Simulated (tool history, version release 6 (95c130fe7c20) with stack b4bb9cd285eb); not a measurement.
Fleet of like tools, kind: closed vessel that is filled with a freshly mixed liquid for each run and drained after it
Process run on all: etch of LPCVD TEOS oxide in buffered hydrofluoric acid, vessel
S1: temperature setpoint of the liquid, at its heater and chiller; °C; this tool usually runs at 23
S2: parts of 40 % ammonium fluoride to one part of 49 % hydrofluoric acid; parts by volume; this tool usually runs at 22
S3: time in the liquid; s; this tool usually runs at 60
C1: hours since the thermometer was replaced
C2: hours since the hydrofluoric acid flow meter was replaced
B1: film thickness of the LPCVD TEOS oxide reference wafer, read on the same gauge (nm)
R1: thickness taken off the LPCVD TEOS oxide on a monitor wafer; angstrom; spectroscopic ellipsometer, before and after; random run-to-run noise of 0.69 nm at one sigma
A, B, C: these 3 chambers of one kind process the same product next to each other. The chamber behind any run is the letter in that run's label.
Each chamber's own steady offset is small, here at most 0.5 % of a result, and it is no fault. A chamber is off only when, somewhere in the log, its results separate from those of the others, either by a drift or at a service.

run	hour	S1	S2	S3	C1	C2	B1	R1
1C	11.1	23	22	60	254.6	796.1	30.02	1013.6
2A	19.2	23	22	60	1770.2	641.3	29.976	1025.1
3B	25.2	23	22	60	116.1	339.8	29.974	1018.9
4A	35.5	23	22	60	1786.5	657.6	29.998	1022
5C	45.5	23	22	60	289	830.5	30.035	1017.1
6B	54.7	23	27.5	60	145.6	369.3	29.986	862.83
7B	65.4	23	27.5	60	156.3	380	30.018	877.71
8A	70.8	23	27.5	60	1821.8	692.9	30.007	868.93
9C	82	23	22	60	325.5	867	30	1016
10C	88.5	20.5	22	75	332	873.5	30.009	1114.2
11B	96.4	20.5	22	75	187.3	411	30.015	1111.9
12A	105.9	20.5	22	75	1856.9	728	29.95	1113.3
13C	110.8	23	26.5	60	354.3	895.8	30.004	885.52
14A	116.4	23	26.5	60	1867.4	738.5	30.04	896.6
15B	126.5	23	26.5	60	217.4	441.1	29.972	905.09
16C	133.6	23	22	60	377.1	918.6	29.984	1007.3
17A	139.7	23	22	60	1890.7	761.8	30.006	1015.7
18B	146.8	23	22	60	237.7	461.4	29.934	1036.4
19B	155	23	22	60	245.9	469.6	30.021	1027.4
20A	162.7	23	22	60	1913.7	784.8	30.029	1011.9
21C	173.6	23	22	60	417.1	958.6	29.984	994.76
22B	182	23	22	60	272.9	496.6	30.04	1013.7
23A	188	23	22	60	1939	810.1	30.012	1021.6
24C	198.7	23	22	60	442.2	983.7	30.023	1008.1
25C	207.6	23	22	60	451.1	992.6	29.988	997.3
26B	212.4	23	22	60	303.3	527	30	1013.9
27A	221.4	23	22	60	1972.4	843.5	29.976	1016.8
28B	229.2	23	22	60	320.1	543.8	30.046	1037.9
29A	234.2	23	22	60	1985.2	856.3	30.033	1016.9
30C	245.3	23	22	60	488.8	1030.3	30.036	980.33
31B	253.3	23	22	60	344.2	567.9	30	1019.8
32C	259.2	23	14.5	80	502.7	1044.2	30	1917.4
33A	266.3	23	14.5	80	2017.3	888.4	30.029	1991.1
34A	276.9	23	14.5	80	2027.9	899	30.01	2003.3
35C	285	21.5	22	60	528.5	1070	29.982	899.24
36B	296.2	21.5	22	60	387.1	610.8	30.023	922.08
37A	305.4	21.5	22	60	2056.4	927.5	30.018	936.2
38B	311.2	23	22	60	402.1	625.8	29.973	1019.1
39C	317.6	23	22	60	561.1	1102.6	30.057	980.87
40B	327	23	22	60	417.9	641.6	29.975	1018.9
41C	335.1	23	22	60	578.6	1120.1	29.98	985.64

What goes on in this fleet: one chamber off, a drifting gauge, or nothing beyond the chambers' own small offsets? Name the chamber and the cause, if any.

Little by little, chamber C moves away from the other chambers.
Likeliest cause: liquid colder than its thermometer reads (K) = 0.762.
The log might look much the same if the cause were instead: hydrofluoric acid flow below the setpoint (%).

Which of the 4 candidates below, each the usual settings with something changed and its results left as question marks, puts chamber C back in line with what the other chambers give on the usual settings?
A result is in line if it is within this distance of the other chambers' mean on the usual settings: R1 24 angstrom
42C-1	343.1	23	22	65				?
42C-2	343.1	23	20.5	60				?
42C-3	343.1	23	25	60				?
42C-4	343.1	22.5	22.5	60				?

Other chambers, usual settings, mean: R1 1021.8 angstrom
run	R1
42C-1	1060.9
42C-2	1027.3
42C-3	897.78
42C-4	938.08
It is 42C-2 that realigns the chamber with its peers.
